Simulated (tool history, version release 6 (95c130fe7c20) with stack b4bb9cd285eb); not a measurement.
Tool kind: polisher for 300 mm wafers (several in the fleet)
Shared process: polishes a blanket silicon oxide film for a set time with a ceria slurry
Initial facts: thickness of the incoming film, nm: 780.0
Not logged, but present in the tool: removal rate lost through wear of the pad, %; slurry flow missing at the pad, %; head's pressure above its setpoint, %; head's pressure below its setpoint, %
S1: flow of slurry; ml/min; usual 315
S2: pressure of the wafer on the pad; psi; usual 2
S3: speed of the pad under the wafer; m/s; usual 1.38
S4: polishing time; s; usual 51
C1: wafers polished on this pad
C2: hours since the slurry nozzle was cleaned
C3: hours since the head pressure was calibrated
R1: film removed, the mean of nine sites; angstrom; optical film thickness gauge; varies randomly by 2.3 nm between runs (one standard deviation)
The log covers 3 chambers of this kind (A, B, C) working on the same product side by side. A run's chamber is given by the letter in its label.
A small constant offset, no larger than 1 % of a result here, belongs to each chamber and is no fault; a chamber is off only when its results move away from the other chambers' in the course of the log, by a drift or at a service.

run	hour	S1	S2	S3	S4	C1	C2	C3	R1
# hour 2.9: chamber B: worn pad replaced by a new one
1C	7.2	315	2	1.38	51	198	65.9	384.1	2159.7
2B	12.4	315	2	1.38	51	120	454.6	1319.1	2186.7
3A	18.6	315	2	1.38	51	568	515.1	90.6	2195.0
4B	24.6	315	2	1.38	51	275	466.8	1331.3	2195.3
5A	28.3	315	2	1.38	51	691	524.8	100.3	2161.6
6C	34.3	315	2	1.38	51	542	93.0	411.2	2174.3
# hour 35.8: chamber A: worn pad replaced by a new one
7C	38.9	315	2	1.38	51	600	97.6	415.8	2189.6
8B	43.9	315	2	1.38	51	520	486.1	1350.6	2175.3
9A	48.6	315	2	1.38	51	162	545.1	120.6	2172.4
10A	55.9	315	2	1.38	51	255	552.4	127.9	2164.1
11B	60.8	315	2	1.38	51	734	503.0	1367.5	2256.4
12C	66.2	315	2	1.38	51	946	124.9	443.1	2175.0
13B	74.8	315	2	1.38	51	911	517.0	1381.5	2195.4
14A	81.6	315	2	1.38	51	581	578.1	153.6	2183.9
# hour 82.2: chamber C: worn pad replaced by a new one
15C	85.9	315	2	1.38	51	47	144.6	462.8	2251.4
16A	90.5	380	2	1.38	51	693	587.0	162.5	2230.5
# hour 94.7: chamber A: worn pad replaced by a new one
17B	95.5	380	2	1.38	51	1174	537.7	1402.2	2242.6
18C	102.2	380	2	1.38	51	254	160.9	479.1	2298.0
19C	109.0	315	2	1.38	51	340	167.7	485.9	2251.1
# hour 110.3: chamber B: worn pad replaced by a new one
20B	115.3	315	2	1.38	51	64	557.5	1422.0	2237.4
21A	119.5	315	2	1.38	51	314	616.0	191.5	2211.8
22A	123.7	315	2	1.38	51	368	620.2	195.7	2182.7
23C	128.0	405	2	0.94	51	581	186.7	504.9	1570.6
24B	136.6	405	2	0.94	51	334	578.8	1443.3	1528.8
25A	144.0	405	2	0.94	51	625	640.5	216.0	1507.4
# hour 149.4: chamber A: worn pad replaced by a new one
26C	152.7	315	2	1.38	51	894	211.4	529.6	2238.8
27B	156.9	315	2	1.38	51	591	599.1	1463.6	2209.1
# hour 158.0: chamber B: head pressure recalibrated
28B	164.1	315	2	1.38	51	682	606.3	6.2	2217.3
29C	169.7	315	2	1.38	51	1110	228.4	546.6	2261.2
# hour 172.9: chamber C: worn pad replaced by a new one
30A	177.6	315	2	1.38	51	357	674.1	249.6	2196.2
31B	182.5	315	2	1.38	51	916	624.7	24.6	2183.1
32A	186.6	315	2	1.38	51	471	683.1	258.6	2250.0
# hour 186.7: chamber A: slurry nozzle cleaned
33C	191.9	315	2	1.38	51	242	250.6	568.8	2313.1
34C	199.1	315	2	1.38	51	333	257.8	576.0	2340.8
# hour 201.9: chamber B: slurry nozzle cleaned
35A	203.0	315	2	1.38	51	679	16.3	275.0	2136.4
# hour 207.5: chamber A: worn pad replaced by a new one
36B	209.3	315	2	1.38	51	1255	7.5	51.4	2214.9
37C	217.9	315	2	1.38	51	571	276.6	594.8	2336.5
# hour 220.4: chamber B: worn pad replaced by a new one
38A	222.3	315	2	1.38	51	187	35.6	294.3	2179.8
39B	228.6	315	2	1.38	51	104	26.8	70.7	2185.2
40B	234.6	315	2	1.38	51	180	32.8	76.7	2178.4
41A	242.4	315	2	1.38	51	442	55.7	314.4	2169.7
42C	248.6	315	2	1.38	51	960	307.3	625.5	2365.6
43B	256.4	315	2	1.38	51	457	54.6	98.5	2164.8
# hour 258.2: chamber A: worn pad replaced by a new one
44A	261.7	315	2	1.38	51	44	75.0	333.7	2209.0

Does one chamber stand apart from the rest, does the shared gauge drift, or is all well apart from small per-chamber offsets? Give the chamber and the most likely cause, where there is one.

Little by little, chamber C moves away from the other chambers.
Cause: head's pressure above its setpoint, % = 9.43.

Here are 4 candidates for chamber C's next run, each the usual settings with a change, their results left as question marks. Which one brings its results back in line with what the others give on the usual settings?
Counts as in line when no further than this from what the other chambers average on the usual settings: R1 82.0 angstrom
45C-1	267.9	315	1.9	1.34	51				?
45C-2	267.9	315	2.0	1.48	51				?
45C-3	267.9	315	1.9	1.32	48				?
45C-4	267.9	320	2.0	1.38	59				?

Usual-settings mean across the other chambers: R1 2183.5 angstrom
run	R1
45C-1	2208.3
45C-2	2566.0
45C-3	2047.4
45C-4	2771.9
45C-1 is the one that brings the chamber's results back in line with the other chambers.

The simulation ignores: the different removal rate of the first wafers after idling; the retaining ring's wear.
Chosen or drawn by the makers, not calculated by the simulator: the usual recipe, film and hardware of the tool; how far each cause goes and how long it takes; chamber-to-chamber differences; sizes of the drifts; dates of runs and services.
